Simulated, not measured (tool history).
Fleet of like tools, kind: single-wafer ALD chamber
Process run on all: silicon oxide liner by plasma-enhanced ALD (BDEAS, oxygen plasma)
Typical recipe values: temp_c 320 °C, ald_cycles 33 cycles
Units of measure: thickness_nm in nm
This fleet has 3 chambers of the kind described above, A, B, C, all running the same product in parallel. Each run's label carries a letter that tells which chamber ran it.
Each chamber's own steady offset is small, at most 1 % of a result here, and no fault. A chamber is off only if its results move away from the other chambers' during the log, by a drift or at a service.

| run | hour | temp_c | ald_cycles | read-back reference wafer on the same gauge, thickness_nm | thickness_nm |
|---|---|---|---|---|---|
| 1B | 5.0 | 320 | 33 | 3.2079 | 3.0179 |
| 2A | 9.9 | 320 | 33 | 3.2099 | 2.9892 |
| 3C | 14.2 | 320 | 33 | 3.2046 | 2.9819 |
| 4B | 19.1 | 320 | 33 | 3.2122 | 3.0205 |
| 5A | 26.5 | 320 | 33 | 3.2123 | 3.0335 |
| 6C | 31.6 | 320 | 33 | 3.2096 | 2.9540 |
| 7B | 39.2 | 320 | 33 | 3.2097 | 3.0443 |
| 8A | 44.8 | 320 | 33 | 3.2057 | 3.0243 |
| 9C | 50.7 | 320 | 33 | 3.2097 | 2.9700 |
| 10B | 59.3 | 320 | 33 | 3.2112 | 2.9997 |
| 11A | 63.9 | 320 | 33 | 3.2129 | 3.0027 |
| 12C | 72.9 | 327 | 39 | 3.2079 | 3.4726 |
| 13B | 82.1 | 327 | 39 | 3.2110 | 3.4978 |
| 14A | 91.0 | 327 | 39 | 3.2099 | 3.4999 |
| 15C | 95.1 | 320 | 33 | 3.2117 | 2.9821 |
| 16B | 102.9 | 320 | 33 | 3.2055 | 2.9934 |
| 17C | 108.1 | 320 | 33 | 3.2140 | 2.9442 |
| 18A | 115.2 | 320 | 33 | 3.2081 | 3.0000 |
| 19A | 119.2 | 320 | 33 | 3.2129 | 3.0045 |
| 20C | 128.1 | 320 | 33 | 3.2089 | 2.9819 |
| 21B | 133.6 | 320 | 33 | 3.2106 | 3.0285 |
| 22C | 140.5 | 320 | 33 | 3.2114 | 2.9788 |
| 23B | 147.1 | 320 | 33 | 3.2090 | 2.9864 |
| 24A | 155.3 | 309 | 31 | 3.2103 | 2.8708 |
| 25C | 160.0 | 309 | 31 | 3.2115 | 2.8601 |
| 26B | 168.6 | 309 | 31 | 3.2090 | 2.8768 |
| 27A | 177.7 | 320 | 33 | 3.2087 | 3.0130 |
| 28C | 184.3 | 320 | 33 | 3.2102 | 3.0073 |
| 29A | 188.4 | 320 | 33 | 3.2154 | 2.9990 |
| 30B | 196.4 | 320 | 33 | 3.2120 | 3.0279 |
| 31C | 203.3 | 320 | 33 | 3.2107 | 2.9589 |
| 32A | 212.4 | 320 | 33 | 3.2129 | 2.9989 |
| 33B | 220.2 | 327 | 29 | 3.2087 | 2.6193 |
| 34B | 227.6 | 327 | 29 | 3.2098 | 2.6021 |

Each of the 3 chambers runs these same settings next. Fill in every chamber's results:
| 35A | 234.2 | 320 | 33 |  | ? |
| 35B | 234.2 | 320 | 33 |  | ? |
| 35C | 234.2 | 320 | 33 |  | ? |

| run | thickness_nm |
|---|---|
| 35A | 2.9961 |
| 35B | 2.9658 |
| 35C | 2.9725 |

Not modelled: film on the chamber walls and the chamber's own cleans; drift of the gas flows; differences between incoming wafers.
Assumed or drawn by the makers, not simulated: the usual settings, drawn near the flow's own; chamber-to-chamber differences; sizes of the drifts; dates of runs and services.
